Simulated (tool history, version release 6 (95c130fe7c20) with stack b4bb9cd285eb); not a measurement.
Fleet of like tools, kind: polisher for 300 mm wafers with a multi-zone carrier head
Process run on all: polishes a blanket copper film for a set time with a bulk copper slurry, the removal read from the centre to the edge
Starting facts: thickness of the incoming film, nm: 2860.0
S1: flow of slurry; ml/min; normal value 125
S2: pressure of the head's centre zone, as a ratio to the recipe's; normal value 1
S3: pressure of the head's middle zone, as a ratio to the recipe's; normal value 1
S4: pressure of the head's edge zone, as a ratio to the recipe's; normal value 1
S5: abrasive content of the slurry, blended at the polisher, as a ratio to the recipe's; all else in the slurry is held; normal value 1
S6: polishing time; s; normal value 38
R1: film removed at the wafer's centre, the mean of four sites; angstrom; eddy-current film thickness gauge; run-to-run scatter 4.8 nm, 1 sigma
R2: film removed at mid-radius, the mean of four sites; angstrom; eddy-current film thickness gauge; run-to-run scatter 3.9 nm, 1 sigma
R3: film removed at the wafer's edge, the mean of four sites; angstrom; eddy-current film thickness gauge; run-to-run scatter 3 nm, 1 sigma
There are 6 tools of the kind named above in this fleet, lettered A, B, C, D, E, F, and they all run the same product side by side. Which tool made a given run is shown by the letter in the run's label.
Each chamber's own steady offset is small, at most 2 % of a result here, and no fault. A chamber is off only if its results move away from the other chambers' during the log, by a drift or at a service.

-- hour=3.1 chamber C: worn pad replaced by a new one
-- hour=6.5 chamber E: worn pad replaced by a new one
run 1C hour=10.5 | S1=125 S2=1 S3=1 S4=1 S5=1 S6=38 | R1=3496.4 R2=3496.7 R3=3448.1
-- hour=12.8 chamber D: worn pad replaced by a new one
run 2A hour=16.4 | S1=125 S2=1 S3=1 S4=1 S5=1 S6=38 | R1=3481 R2=3448.4 R3=3507
run 3F hour=23.7 | S1=125 S2=1 S3=1 S4=1 S5=1 S6=38 | R1=3423.8 R2=3474.9 R3=3511.4
-- hour=31.9 chamber D: edge zone pressure recalibrated
run 4E hour=33.2 | S1=125 S2=1 S3=1 S4=1 S5=1 S6=38 | R1=3516.3 R2=3480.7 R3=3429.2
run 5D hour=39 | S1=125 S2=1 S3=1 S4=1 S5=1 S6=38 | R1=3490.8 R2=3477.7 R3=3411.5
-- hour=49 chamber A: worn pad replaced by a new one
run 6B hour=49 | S1=125 S2=1 S3=1 S4=1 S5=1 S6=38 | R1=3455.2 R2=3447.6 R3=3517.9
run 7B hour=58.1 | S1=125 S2=1 S3=1 S4=1 S5=1 S6=38 | R1=3497.7 R2=3473.3 R3=3482.2
-- hour=58.9 chamber A: edge zone pressure recalibrated
run 8C hour=64 | S1=125 S2=1 S3=1 S4=0.91 S5=1 S6=38 | R1=3581 R2=3588.6 R3=3298.1
-- hour=64.3 chamber E: slurry nozzle cleaned
run 9D hour=71 | S1=125 S2=1 S3=1 S4=0.91 S5=1 S6=38 | R1=3457.4 R2=3449.1 R3=3340.5
-- hour=75.4 chamber B: edge zone pressure recalibrated
-- hour=77.9 chamber F: worn pad replaced by a new one
run 10F hour=81 | S1=125 S2=1 S3=1 S4=0.91 S5=1 S6=38 | R1=3513.5 R2=3472.2 R3=3348.2
-- hour=86.8 chamber C: worn pad replaced by a new one
run 11E hour=87.1 | S1=125 S2=1 S3=1 S4=0.91 S5=1 S6=38 | R1=3527.9 R2=3548.6 R3=3332.7
-- hour=88.7 chamber B: worn pad replaced by a new one
-- hour=91.2 chamber F: edge zone pressure recalibrated
run 12A hour=94.7 | S1=125 S2=1 S3=1 S4=0.91 S5=1 S6=38 | R1=3457.7 R2=3431.1 R3=3357.5
run 13E hour=102.7 | S1=125 S2=1 S3=1 S4=0.91 S5=1 S6=38 | R1=3509.6 R2=3459.1 R3=3299.5
run 14A hour=108 | S1=125 S2=1 S3=1 S4=1 S5=1 S6=38 | R1=3427.7 R2=3436.5 R3=3546.7
run 15B hour=114.2 | S1=95 S2=1 S3=1 S4=1 S5=1 S6=38 | R1=3256.5 R2=3212.6 R3=3330.3
-- hour=115.4 chamber F: slurry nozzle cleaned
-- hour=117.2 chamber A: worn pad replaced by a new one
run 16F hour=120.1 | S1=95 S2=1 S3=1 S4=1 S5=1 S6=38 | R1=3233.5 R2=3236.1 R3=3345.5
-- hour=123.3 chamber B: slurry nozzle cleaned
-- hour=123.8 chamber E: centre zone pressure recalibrated
run 17D hour=127.5 | S1=95 S2=1 S3=1 S4=1 S5=1 S6=38 | R1=3125.3 R2=3158.4 R3=3274.9
run 18C hour=135.8 | S1=95 S2=1 S3=1 S4=1 S5=1 S6=38 | R1=3190.8 R2=3193.6 R3=3285.3
run 19B hour=144.6 | S1=95 S2=1 S3=1 S4=1 S5=1 S6=38 | R1=3216.5 R2=3230.3 R3=3373.8
-- hour=144.7 chamber C: slurry nozzle cleaned
run 20E hour=152.2 | S1=95 S2=1 S3=1 S4=1 S5=1 S6=38 | R1=3135.9 R2=3140.8 R3=3329.3
run 21F hour=158 | S1=125 S2=1 S3=1 S4=1 S5=1 S6=38 | R1=3549.9 R2=3411.4 R3=3518.6
-- hour=161.3 chamber F: worn pad replaced by a new one
-- hour=162.6 chamber D: slurry nozzle cleaned
run 22C hour=168.1 | S1=125 S2=1 S3=1 S4=1 S5=1 S6=38 | R1=3429.5 R2=3492.8 R3=3454.5
-- hour=168.6 chamber C: worn pad replaced by a new one
run 23D hour=176.2 | S1=125 S2=1 S3=1 S4=1 S5=1 S6=38 | R1=3468.1 R2=3491.8 R3=3430.4
-- hour=177.2 chamber D: worn pad replaced by a new one
run 24A hour=184.3 | S1=125 S2=1 S3=1 S4=1 S5=1 S6=38 | R1=3446.2 R2=3318.2 R3=3556
-- hour=190.4 chamber A: worn pad replaced by a new one
run 25B hour=190.4 | S1=125 S2=1 S3=1 S4=1 S5=1 S6=38 | R1=3542.5 R2=3401.8 R3=3519.3
-- hour=196.1 chamber B: worn pad replaced by a new one
-- hour=196.9 chamber E: worn pad replaced by a new one
run 26F hour=197.4 | S1=125 S2=1 S3=1 S4=1 S5=1 S6=38 | R1=3519.1 R2=3452.2 R3=3511.3
run 27E hour=203.6 | S1=125 S2=1 S3=1 S4=1 S5=1 S6=38 | R1=3443.8 R2=3433.9 R3=3428.5
run 28C hour=212.8 | S1=155 S2=1 S3=1 S4=1 S5=1 S6=28 | R1=2770.5 R2=2682.7 R3=2618
-- hour=221 chamber F: centre zone pressure recalibrated
run 29D hour=222.3 | S1=155 S2=1 S3=1 S4=1 S5=1 S6=28 | R1=2673.2 R2=2720 R3=2666.7
-- hour=226.2 chamber F: worn pad replaced by a new one
run 30A hour=230.5 | S1=155 S2=1 S3=1 S4=1 S5=1 S6=28 | R1=2677.4 R2=2679.6 R3=2670.9
run 31D hour=235.5 | S1=155 S2=1 S3=1 S4=1 S5=1 S6=28 | R1=2725.6 R2=2726.1 R3=2658.1
-- hour=238.5 chamber C: worn pad replaced by a new one
run 32F hour=241 | S1=155 S2=1 S3=1 S4=1 S5=1 S6=28 | R1=2632.5 R2=2662.2 R3=2672.4
run 33C hour=247.2 | S1=155 S2=1 S3=1 S4=1 S5=1 S6=28 | R1=2737 R2=2636.5 R3=2670.6
run 34E hour=256.2 | S1=125 S2=1 S3=1 S4=1 S5=1 S6=38 | R1=3544.8 R2=3506.6 R3=3443
-- hour=259.7 chamber A: worn pad replaced by a new one
run 35B hour=262.1 | S1=125 S2=1 S3=1 S4=1 S5=1 S6=38 | R1=3580.1 R2=3489.8 R3=3548.1
run 36A hour=268.4 | S1=125 S2=1 S3=1.08 S4=1 S5=1 S6=38 | R1=3434.6 R2=3696.6 R3=3495.9

The same settings go to every chamber for the next run, one line per chamber below. Forecast the results for each:
run 37A hour=276.1 | S1=125 S2=1 S3=1 S4=1 S5=1 S6=38 | R1=? R2=? R3=?
run 37B hour=276.1 | S1=125 S2=1 S3=1 S4=1 S5=1 S6=38 | R1=? R2=? R3=?
run 37C hour=276.1 | S1=125 S2=1 S3=1 S4=1 S5=1 S6=38 | R1=? R2=? R3=?
run 37D hour=276.1 | S1=125 S2=1 S3=1 S4=1 S5=1 S6=38 | R1=? R2=? R3=?
run 37E hour=276.1 | S1=125 S2=1 S3=1 S4=1 S5=1 S6=38 | R1=? R2=? R3=?
run 37F hour=276.1 | S1=125 S2=1 S3=1 S4=1 S5=1 S6=38 | R1=? R2=? R3=?

run=37A R1=3495.7 R2=3439.7 R3=3499.7
run=37B R1=3510.6 R2=3490.2 R3=3546.4
run=37C R1=3519.4 R2=3503.3 R3=3461.1
run=37D R1=3456.4 R2=3515.9 R3=3435.6
run=37E R1=3560.4 R2=3473 R3=3470.8
run=37F R1=3551.4 R2=3416.4 R3=3509.9

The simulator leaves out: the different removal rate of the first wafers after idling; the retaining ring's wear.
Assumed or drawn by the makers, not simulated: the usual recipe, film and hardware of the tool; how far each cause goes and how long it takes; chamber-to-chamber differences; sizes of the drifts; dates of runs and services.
